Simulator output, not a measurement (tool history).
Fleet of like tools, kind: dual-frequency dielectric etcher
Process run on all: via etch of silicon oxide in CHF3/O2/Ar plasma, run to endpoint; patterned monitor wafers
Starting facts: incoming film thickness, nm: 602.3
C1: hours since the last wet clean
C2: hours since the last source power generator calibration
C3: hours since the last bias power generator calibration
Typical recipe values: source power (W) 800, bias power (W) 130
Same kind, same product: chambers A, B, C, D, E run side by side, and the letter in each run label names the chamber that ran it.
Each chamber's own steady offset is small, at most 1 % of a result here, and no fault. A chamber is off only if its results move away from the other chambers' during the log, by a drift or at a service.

Run 1D, day 0.362: usual settings; C1 140.7; C2 2429.7; C3 1694.6. Result: endpoint time (s) 300.42.
Run 2A, day 0.704: usual settings; C1 51.3; C2 1447.8; C3 3714.3. Result: endpoint time (s) 303.49.
Run 3E, day 1.046: usual settings; C1 453.3; C2 271.6; C3 3326.7. Result: endpoint time (s) 297.75.
Run 4C, day 1.529: usual settings; C1 166.3; C2 729.5; C3 3333.3. Result: endpoint time (s) 303.4.
At day 1.604: chamber E: wet clean of the chamber.
Run 5B, day 1.804: usual settings; C1 192.5; C2 2347.6; C3 3861.3. Result: endpoint time (s) 303.03.
Run 6D, day 2.317: usual settings; C1 187.6; C2 2476.6; C3 1741.5. Result: endpoint time (s) 303.31.
Run 7B, day 2.617: usual settings; C1 212; C2 2367.1; C3 3880.8. Result: endpoint time (s) 304.7.
Run 8C, day 3.083: usual settings but source power (W) 720; C1 203.6; C2 766.8; C3 3370.6. Result: endpoint time (s) 314.99.
Run 9E, day 3.467: usual settings but source power (W) 720; C1 44.8; C2 329.7; C3 3384.8. Result: endpoint time (s) 314.82.
Run 10A, day 3.712: usual settings but source power (W) 720; C1 123.5; C2 1520; C3 3786.5. Result: endpoint time (s) 314.26.
Run 11D, day 4.2: usual settings but source power (W) 720; C1 232.8; C2 2521.8; C3 1786.7. Result: endpoint time (s) 315.85.
Run 12E, day 4.6: usual settings but source power (W) 720; C1 72; C2 356.9; C3 3412. Result: endpoint time (s) 315.63.
Run 13B, day 4.883: usual settings; C1 266.4; C2 2421.5; C3 3935.2. Result: endpoint time (s) 302.19.
Run 14A, day 5.404: usual settings; C1 164.1; C2 1560.6; C3 3827.1. Result: endpoint time (s) 302.26.
Run 15C, day 5.929: usual settings but bias power (W) 104; C1 271.9; C2 835.1; C3 3438.9. Result: endpoint time (s) 321.39.
Run 16C, day 6.371: usual settings but bias power (W) 104; C1 282.5; C2 845.7; C3 3449.5. Result: endpoint time (s) 321.96.
Run 17E, day 6.646: usual settings but bias power (W) 104; C1 121.1; C2 406; C3 3461.1. Result: endpoint time (s) 318.
Run 18A, day 7.167: usual settings but bias power (W) 104; C1 206.4; C2 1602.9; C3 3869.4. Result: endpoint time (s) 323.24.
Run 19D, day 7.583: usual settings but bias power (W) 104; C1 314; C2 2603; C3 1867.9. Result: endpoint time (s) 326.54.
Run 20B, day 8.042: usual settings; C1 342.2; C2 2497.3; C3 4011. Result: endpoint time (s) 306.54.
Run 21C, day 8.292: usual settings; C1 328.6; C2 891.8; C3 3495.6. Result: endpoint time (s) 300.5.
Run 22A, day 8.642: usual settings; C1 241.8; C2 1638.3; C3 3904.8. Result: endpoint time (s) 303.01.
Run 23D, day 8.938: usual settings; C1 346.5; C2 2635.5; C3 1900.4. Result: endpoint time (s) 308.56.
Run 24B, day 9.4: usual settings but source power (W) 940, bias power (W) 150; C1 374.8; C2 2529.9; C3 4043.6. Result: endpoint time (s) 272.67.
Run 25E, day 9.667: usual settings but source power (W) 940, bias power (W) 150; C1 193.6; C2 478.5; C3 3533.6. Result: endpoint time (s) 270.99.
Run 26B, day 9.988: usual settings but source power (W) 940, bias power (W) 150; C1 388.9; C2 2544; C3 4057.7. Result: endpoint time (s) 274.35.
At day 10.146: chamber C: wet clean of the chamber.
Run 27D, day 10.362: usual settings but source power (W) 940, bias power (W) 150; C1 380.7; C2 2669.7; C3 1934.6. Result: endpoint time (s) 278.44.
At day 10.833: chamber D: bias power generator calibrated.
Run 28C, day 10.867: usual settings but source power (W) 940, bias power (W) 150; C1 17.4; C2 953.6; C3 3557.4. Result: endpoint time (s) 270.17.
Run 29E, day 11.183: usual settings; C1 230; C2 514.9; C3 3570. Result: endpoint time (s) 302.52.
Run 30A, day 11.7: usual settings; C1 315.2; C2 1711.7; C3 3978.2. Result: endpoint time (s) 302.95.
Run 31A, day 12.133: usual settings; C1 325.6; C2 1722.1; C3 3988.6. Result: endpoint time (s) 300.51.
Run 32B, day 12.604: usual settings; C1 451.7; C2 2606.8; C3 4120.5. Result: endpoint time (s) 305.11.
Run 33C, day 12.946: usual settings; C1 67.3; C2 1003.5; C3 3607.3. Result: endpoint time (s) 302.69.
Run 34E, day 13.404: usual settings; C1 283.3; C2 568.2; C3 3623.3. Result: endpoint time (s) 300.84.
At day 13.908: chamber A: bias power generator calibrated.
Run 35D, day 13.942: usual settings; C1 466.6; C2 2755.6; C3 74.7. Result: endpoint time (s) 314.74.
At day 14.112: chamber D: source power generator calibrated.
Run 36A, day 14.396: usual settings; C1 379.9; C2 1776.4; C3 11.7. Result: endpoint time (s) 305.77.
At day 14.438: chamber A: wet clean of the chamber.
Run 37E, day 14.838: usual settings; C1 317.7; C2 602.6; C3 3657.7. Result: endpoint time (s) 299.66.
Run 38B, day 15.183: usual settings; C1 513.6; C2 2668.7; C3 4182.4. Result: endpoint time (s) 305.8.
Run 39D, day 15.421: usual settings; C1 502.1; C2 31.5; C3 110.2. Result: endpoint time (s) 315.6.
Run 40C, day 15.712: usual settings; C1 133.7; C2 1069.9; C3 3673.7. Result: endpoint time (s) 302.43.
Run 41A, day 16.038: usual settings; C1 38.5; C2 1815.8; C3 51.1. Result: endpoint time (s) 301.81.

For the next run the whole fleet of 5 chambers uses the same settings. Give each chamber's results:
Run 42A, day 16.421: usual settings. Result: endpoint time (s) ?.
Run 42B, day 16.421: usual settings. Result: endpoint time (s) ?.
Run 42C, day 16.421: usual settings. Result: endpoint time (s) ?.
Run 42D, day 16.421: usual settings. Result: endpoint time (s) ?.
Run 42E, day 16.421: usual settings. Result: endpoint time (s) ?.

run  endpoint time (s)
42A             305.57
42B             303.89
42C             300.64
42D             320.83
42E             300.26
